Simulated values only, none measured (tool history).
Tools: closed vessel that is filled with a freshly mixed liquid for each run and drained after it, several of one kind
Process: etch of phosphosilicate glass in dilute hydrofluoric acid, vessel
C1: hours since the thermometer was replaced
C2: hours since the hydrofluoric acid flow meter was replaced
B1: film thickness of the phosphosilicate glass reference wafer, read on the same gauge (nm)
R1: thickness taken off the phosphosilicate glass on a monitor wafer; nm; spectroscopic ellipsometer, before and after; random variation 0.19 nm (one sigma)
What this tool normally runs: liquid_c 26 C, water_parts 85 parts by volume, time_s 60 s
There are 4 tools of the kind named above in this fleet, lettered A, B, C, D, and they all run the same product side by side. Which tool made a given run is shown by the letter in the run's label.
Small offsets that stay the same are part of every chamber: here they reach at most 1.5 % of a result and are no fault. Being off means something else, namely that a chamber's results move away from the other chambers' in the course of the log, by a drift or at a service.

{"run": "1B", "hour": 11.4, "liquid_c": 26, "water_parts": 85, "time_s": 60, "C1": 1266.3, "C2": 468.8, "B1": 30.002, "R1": 48.026}
{"hour": 14.9, "done": "chamber B: hydrofluoric acid flow meter replaced"}
{"run": "2D", "hour": 20.8, "liquid_c": 26, "water_parts": 85, "time_s": 60, "C1": 2017.6, "C2": 397.4, "B1": 30.003, "R1": 48.089}
{"run": "3C", "hour": 27.8, "liquid_c": 26, "water_parts": 85, "time_s": 60, "C1": 1027.1, "C2": 1507.9, "B1": 30.01, "R1": 47.23}
{"run": "4A", "hour": 39.5, "liquid_c": 26, "water_parts": 85, "time_s": 60, "C1": 684.7, "C2": 250.4, "B1": 29.987, "R1": 47.299}
{"hour": 44.9, "done": "chamber C: thermometer replaced"}
{"run": "5A", "hour": 50.0, "liquid_c": 26, "water_parts": 85, "time_s": 60, "C1": 695.2, "C2": 260.9, "B1": 29.999, "R1": 47.494}
{"run": "6D", "hour": 61.3, "liquid_c": 26, "water_parts": 85, "time_s": 60, "C1": 2058.1, "C2": 437.9, "B1": 30, "R1": 47.732}
{"run": "7B", "hour": 73.4, "liquid_c": 26, "water_parts": 85, "time_s": 60, "C1": 1328.3, "C2": 58.6, "B1": 29.995, "R1": 48.063}
{"run": "8C", "hour": 81.3, "liquid_c": 26, "water_parts": 70, "time_s": 60, "C1": 36.4, "C2": 1561.4, "B1": 29.996, "R1": 58.784}
{"run": "9D", "hour": 93.5, "liquid_c": 26, "water_parts": 70, "time_s": 60, "C1": 2090.3, "C2": 470.1, "B1": 29.991, "R1": 59.398}
{"run": "10A", "hour": 104.7, "liquid_c": 26, "water_parts": 70, "time_s": 60, "C1": 749.9, "C2": 315.6, "B1": 29.996, "R1": 58.76}
{"run": "11B", "hour": 116.4, "liquid_c": 26, "water_parts": 70, "time_s": 60, "C1": 1371.3, "C2": 101.6, "B1": 29.997, "R1": 59.43}
{"run": "12C", "hour": 123.0, "liquid_c": 26, "water_parts": 85, "time_s": 60, "C1": 78.1, "C2": 1603.1, "B1": 29.987, "R1": 47.566}
{"run": "13A", "hour": 135.7, "liquid_c": 26, "water_parts": 85, "time_s": 60, "C1": 780.9, "C2": 346.6, "B1": 29.991, "R1": 47.763}
{"run": "14C", "hour": 145.3, "liquid_c": 26, "water_parts": 85, "time_s": 60, "C1": 100.4, "C2": 1625.4, "B1": 29.985, "R1": 47.561}
{"run": "15D", "hour": 153.8, "liquid_c": 26, "water_parts": 85, "time_s": 60, "C1": 2150.6, "C2": 530.4, "B1": 30.001, "R1": 47.703}
{"run": "16B", "hour": 164.3, "liquid_c": 26, "water_parts": 85, "time_s": 60, "C1": 1419.2, "C2": 149.5, "B1": 30.009, "R1": 48.136}
{"run": "17A", "hour": 171.0, "liquid_c": 26, "water_parts": 85, "time_s": 60, "C1": 816.2, "C2": 381.9, "B1": 30.001, "R1": 47.495}
{"run": "18C", "hour": 179.2, "liquid_c": 26, "water_parts": 85, "time_s": 60, "C1": 134.3, "C2": 1659.3, "B1": 30.003, "R1": 47.428}
{"run": "19B", "hour": 186.2, "liquid_c": 26, "water_parts": 85, "time_s": 60, "C1": 1441.1, "C2": 171.4, "B1": 30.01, "R1": 48.275}
{"run": "20D", "hour": 191.8, "liquid_c": 26, "water_parts": 85, "time_s": 40, "C1": 2188.6, "C2": 568.4, "B1": 30.006, "R1": 31.94}
{"run": "21B", "hour": 197.6, "liquid_c": 26, "water_parts": 85, "time_s": 40, "C1": 1452.5, "C2": 182.8, "B1": 29.998, "R1": 32.183}
{"run": "22D", "hour": 209.5, "liquid_c": 26, "water_parts": 85, "time_s": 40, "C1": 2206.3, "C2": 586.1, "B1": 29.999, "R1": 31.74}
{"run": "23A", "hour": 218.6, "liquid_c": 26, "water_parts": 85, "time_s": 40, "C1": 863.8, "C2": 429.5, "B1": 29.999, "R1": 31.665}
{"hour": 220.2, "done": "chamber A: thermometer replaced"}
{"run": "24C", "hour": 224.1, "liquid_c": 26, "water_parts": 85, "time_s": 60, "C1": 179.2, "C2": 1704.2, "B1": 29.987, "R1": 47.749}
{"run": "25A", "hour": 231.6, "liquid_c": 29.5, "water_parts": 85, "time_s": 60, "C1": 11.4, "C2": 442.5, "B1": 30.008, "R1": 54.271}
{"run": "26D", "hour": 238.5, "liquid_c": 29.5, "water_parts": 85, "time_s": 60, "C1": 2235.3, "C2": 615.1, "B1": 30.007, "R1": 54.911}
{"run": "27C", "hour": 247.1, "liquid_c": 29.5, "water_parts": 85, "time_s": 60, "C1": 202.2, "C2": 1727.2, "B1": 30.002, "R1": 54.401}
{"run": "28B", "hour": 256.0, "liquid_c": 29.5, "water_parts": 85, "time_s": 60, "C1": 1510.9, "C2": 241.2, "B1": 29.997, "R1": 55.415}
{"run": "29C", "hour": 267.5, "liquid_c": 26, "water_parts": 85, "time_s": 60, "C1": 222.6, "C2": 1747.6, "B1": 29.992, "R1": 47.507}
{"run": "30D", "hour": 276.7, "liquid_c": 26, "water_parts": 85, "time_s": 60, "C1": 2273.5, "C2": 653.3, "B1": 30.008, "R1": 47.776}

Does one chamber stand apart from the rest, does the shared gauge drift, or is all well apart from small per-chamber offsets? Give the chamber and the most likely cause, where there is one.

No chamber is off and the gauge is stable; the differences are just each chamber's small, constant offset.
